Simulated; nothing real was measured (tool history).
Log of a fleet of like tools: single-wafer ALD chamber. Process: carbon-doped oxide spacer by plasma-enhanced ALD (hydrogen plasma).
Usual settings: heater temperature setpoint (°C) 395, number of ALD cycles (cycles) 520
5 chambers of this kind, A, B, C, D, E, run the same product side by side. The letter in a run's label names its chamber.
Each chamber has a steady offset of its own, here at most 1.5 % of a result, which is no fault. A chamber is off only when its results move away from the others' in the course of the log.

run	hour	heater temperature setpoint (°C)	number of ALD cycles (cycles)	read-back reference wafer on the same gauge, thickness_nm	mean film thickness on the monitor wafer (angstrom)
1A	6.6	395	520	24.280	259.35
2B	13.2	395	520	24.321	261.66
3D	19.4	395	520	24.265	262.52
4C	26.3	395	520	24.279	262.79
5E	32.6	395	520	24.292	265.55
6D	37.8	395	520	24.315	260.69
7C	42.3	395	520	24.332	264.20
8E	48.6	395	520	24.298	262.62
9A	53.5	395	520	24.294	258.76
10B	58.1	395	520	24.332	262.21
11A	64.9	395	520	24.313	258.80
12B	71.7	395	520	24.315	262.43
13D	77.9	395	520	24.314	262.77
14E	82.8	400	520	24.280	259.30
15C	88.2	400	520	24.310	259.51
16B	92.2	400	520	24.316	264.76
17A	97.5	400	520	24.314	257.19
18D	104.3	400	520	24.284	259.40
19E	110.0	395	520	24.270	264.72
# hour 115.8: chamber A: thermocouple changed; heater temperature recalibrated
# hour 115.9: chamber B: thermocouple changed; heater temperature recalibrated
20C	116.1	395	520	24.290	261.36
21A	122.7	395	520	24.294	259.16
22D	129.1	395	520	24.278	259.54
23C	136.2	395	520	24.293	263.65
24B	143.1	395	520	24.312	260.99
25E	150.3	395	520	24.308	263.13
26C	156.5	395	520	24.318	260.85
27A	162.1	406	520	24.314	254.22
28E	166.1	406	520	24.302	258.55
29B	172.6	406	520	24.287	257.87
30D	176.1	406	520	24.311	253.39

What goes on in this fleet: one chamber off, a drifting gauge, or nothing beyond the chambers' own small offsets? Name the chamber and the cause, if any.

No chamber stands off beyond its own small offset, and the gauge holds steady.
